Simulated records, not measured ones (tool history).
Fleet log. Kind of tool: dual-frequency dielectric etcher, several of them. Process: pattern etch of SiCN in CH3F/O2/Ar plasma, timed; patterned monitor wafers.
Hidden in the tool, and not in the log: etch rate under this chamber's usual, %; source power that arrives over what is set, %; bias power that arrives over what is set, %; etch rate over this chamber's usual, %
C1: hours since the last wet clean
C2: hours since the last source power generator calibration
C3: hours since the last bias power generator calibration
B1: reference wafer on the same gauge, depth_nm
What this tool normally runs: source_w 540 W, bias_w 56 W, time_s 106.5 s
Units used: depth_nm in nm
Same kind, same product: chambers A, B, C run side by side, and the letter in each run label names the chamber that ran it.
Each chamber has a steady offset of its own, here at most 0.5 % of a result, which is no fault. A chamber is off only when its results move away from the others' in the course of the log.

{"run": "1B", "hour": 10.4, "source_w": 540, "bias_w": 56, "time_s": 106.5, "C1": 362.9, "C2": 454.7, "C3": 561.8, "B1": 34.098, "depth_nm": 41.068}
{"run": "2A", "hour": 18.4, "source_w": 540, "bias_w": 56, "time_s": 106.5, "C1": 317.0, "C2": 1129.8, "C3": 3521.7, "B1": 34.092, "depth_nm": 41.192}
{"run": "3C", "hour": 23.9, "source_w": 540, "bias_w": 56, "time_s": 106.5, "C1": 554.4, "C2": 744.6, "C3": 2075.3, "B1": 34.079, "depth_nm": 41.409}
{"run": "4A", "hour": 36.6, "source_w": 540, "bias_w": 56, "time_s": 106.5, "C1": 335.2, "C2": 1148.0, "C3": 3539.9, "B1": 34.113, "depth_nm": 40.801}
{"hour": 37.7, "done": "chamber A: bias power generator calibrated"}
{"run": "5C", "hour": 49.4, "source_w": 540, "bias_w": 56, "time_s": 106.5, "C1": 579.9, "C2": 770.1, "C3": 2100.8, "B1": 34.097, "depth_nm": 41.194}
{"run": "6B", "hour": 54.9, "source_w": 540, "bias_w": 44, "time_s": 106.5, "C1": 407.4, "C2": 499.2, "C3": 606.3, "B1": 34.075, "depth_nm": 38.184}
{"hour": 60.1, "done": "chamber C: wet clean of the chamber"}
{"run": "7A", "hour": 62.1, "source_w": 540, "bias_w": 44, "time_s": 106.5, "C1": 360.7, "C2": 1173.5, "C3": 24.4, "B1": 34.067, "depth_nm": 38.448}
{"run": "8C", "hour": 72.1, "source_w": 540, "bias_w": 44, "time_s": 106.5, "C1": 12.1, "C2": 792.8, "C3": 2123.5, "B1": 34.111, "depth_nm": 37.819}
{"hour": 77.4, "done": "chamber B: wet clean of the chamber"}
{"run": "9B", "hour": 81.5, "source_w": 540, "bias_w": 56, "time_s": 106.5, "C1": 4.1, "C2": 525.8, "C3": 632.9, "B1": 34.093, "depth_nm": 41.059}
{"run": "10C", "hour": 89.7, "source_w": 540, "bias_w": 56, "time_s": 106.5, "C1": 29.7, "C2": 810.4, "C3": 2141.1, "B1": 34.079, "depth_nm": 40.827}
{"hour": 95.3, "done": "chamber A: wet clean of the chamber"}
{"run": "11B", "hour": 100.5, "source_w": 540, "bias_w": 56, "time_s": 106.5, "C1": 23.1, "C2": 544.8, "C3": 651.9, "B1": 34.132, "depth_nm": 41.241}
{"run": "12A", "hour": 106.4, "source_w": 540, "bias_w": 56, "time_s": 106.5, "C1": 11.1, "C2": 1217.8, "C3": 68.7, "B1": 34.106, "depth_nm": 39.891}
{"run": "13A", "hour": 117.5, "source_w": 540, "bias_w": 56, "time_s": 106.5, "C1": 22.2, "C2": 1228.9, "C3": 79.8, "B1": 34.121, "depth_nm": 39.782}
{"run": "14C", "hour": 130.4, "source_w": 540, "bias_w": 56, "time_s": 106.5, "C1": 70.4, "C2": 851.1, "C3": 2181.8, "B1": 34.083, "depth_nm": 40.931}
{"run": "15B", "hour": 140.8, "source_w": 540, "bias_w": 56, "time_s": 106.5, "C1": 63.4, "C2": 585.1, "C3": 692.2, "B1": 34.134, "depth_nm": 41.164}
{"run": "16B", "hour": 151.0, "source_w": 540, "bias_w": 56, "time_s": 106.5, "C1": 73.6, "C2": 595.3, "C3": 702.4, "B1": 34.122, "depth_nm": 41.248}
{"run": "17A", "hour": 158.7, "source_w": 540, "bias_w": 56, "time_s": 106.5, "C1": 63.4, "C2": 1270.1, "C3": 121.0, "B1": 34.063, "depth_nm": 39.493}
{"run": "18C", "hour": 165.8, "source_w": 540, "bias_w": 56, "time_s": 106.5, "C1": 105.8, "C2": 886.5, "C3": 2217.2, "B1": 34.079, "depth_nm": 41.367}
{"run": "19B", "hour": 175.0, "source_w": 440, "bias_w": 46, "time_s": 106.5, "C1": 97.6, "C2": 619.3, "C3": 726.4, "B1": 34.072, "depth_nm": 35.59}
{"run": "20C", "hour": 185.1, "source_w": 440, "bias_w": 46, "time_s": 106.5, "C1": 125.1, "C2": 905.8, "C3": 2236.5, "B1": 34.08, "depth_nm": 35.996}
{"run": "21A", "hour": 194.2, "source_w": 440, "bias_w": 46, "time_s": 106.5, "C1": 98.9, "C2": 1305.6, "C3": 156.5, "B1": 34.106, "depth_nm": 34.053}
{"run": "22B", "hour": 203.1, "source_w": 540, "bias_w": 56, "time_s": 106.5, "C1": 125.7, "C2": 647.4, "C3": 754.5, "B1": 34.113, "depth_nm": 41.079}
{"run": "23A", "hour": 215.5, "source_w": 540, "bias_w": 56, "time_s": 106.5, "C1": 120.2, "C2": 1326.9, "C3": 177.8, "B1": 34.104, "depth_nm": 39.648}
{"run": "24C", "hour": 225.4, "source_w": 540, "bias_w": 56, "time_s": 106.5, "C1": 165.4, "C2": 946.1, "C3": 2276.8, "B1": 34.077, "depth_nm": 41.038}
{"run": "25B", "hour": 233.6, "source_w": 540, "bias_w": 56, "time_s": 106.5, "C1": 156.2, "C2": 677.9, "C3": 785.0, "B1": 34.098, "depth_nm": 40.874}
{"run": "26C", "hour": 242.7, "source_w": 430, "bias_w": 45, "time_s": 106.5, "C1": 182.7, "C2": 963.4, "C3": 2294.1, "B1": 34.116, "depth_nm": 35.313}
{"run": "27A", "hour": 248.3, "source_w": 430, "bias_w": 45, "time_s": 106.5, "C1": 153.0, "C2": 1359.7, "C3": 210.6, "B1": 34.099, "depth_nm": 33.716}
{"run": "28A", "hour": 257.0, "source_w": 430, "bias_w": 45, "time_s": 106.5, "C1": 161.7, "C2": 1368.4, "C3": 219.3, "B1": 34.077, "depth_nm": 33.696}
{"run": "29B", "hour": 263.8, "source_w": 540, "bias_w": 56, "time_s": 106.5, "C1": 186.4, "C2": 708.1, "C3": 815.2, "B1": 34.098, "depth_nm": 40.942}
{"run": "30C", "hour": 271.9, "source_w": 540, "bias_w": 56, "time_s": 106.5, "C1": 211.9, "C2": 992.6, "C3": 2323.3, "B1": 34.104, "depth_nm": 40.877}

Each of the 3 chambers runs these same settings next. Fill in every chamber's results:
{"run": "31A", "hour": 281.1, "source_w": 540, "bias_w": 56, "time_s": 118.5, "depth_nm": "?"}
{"run": "31B", "hour": 281.1, "source_w": 540, "bias_w": 56, "time_s": 118.5, "depth_nm": "?"}
{"run": "31C", "hour": 281.1, "source_w": 540, "bias_w": 56, "time_s": 118.5, "depth_nm": "?"}

run=31A depth_nm=44.085
run=31B depth_nm=45.523
run=31C depth_nm=45.873
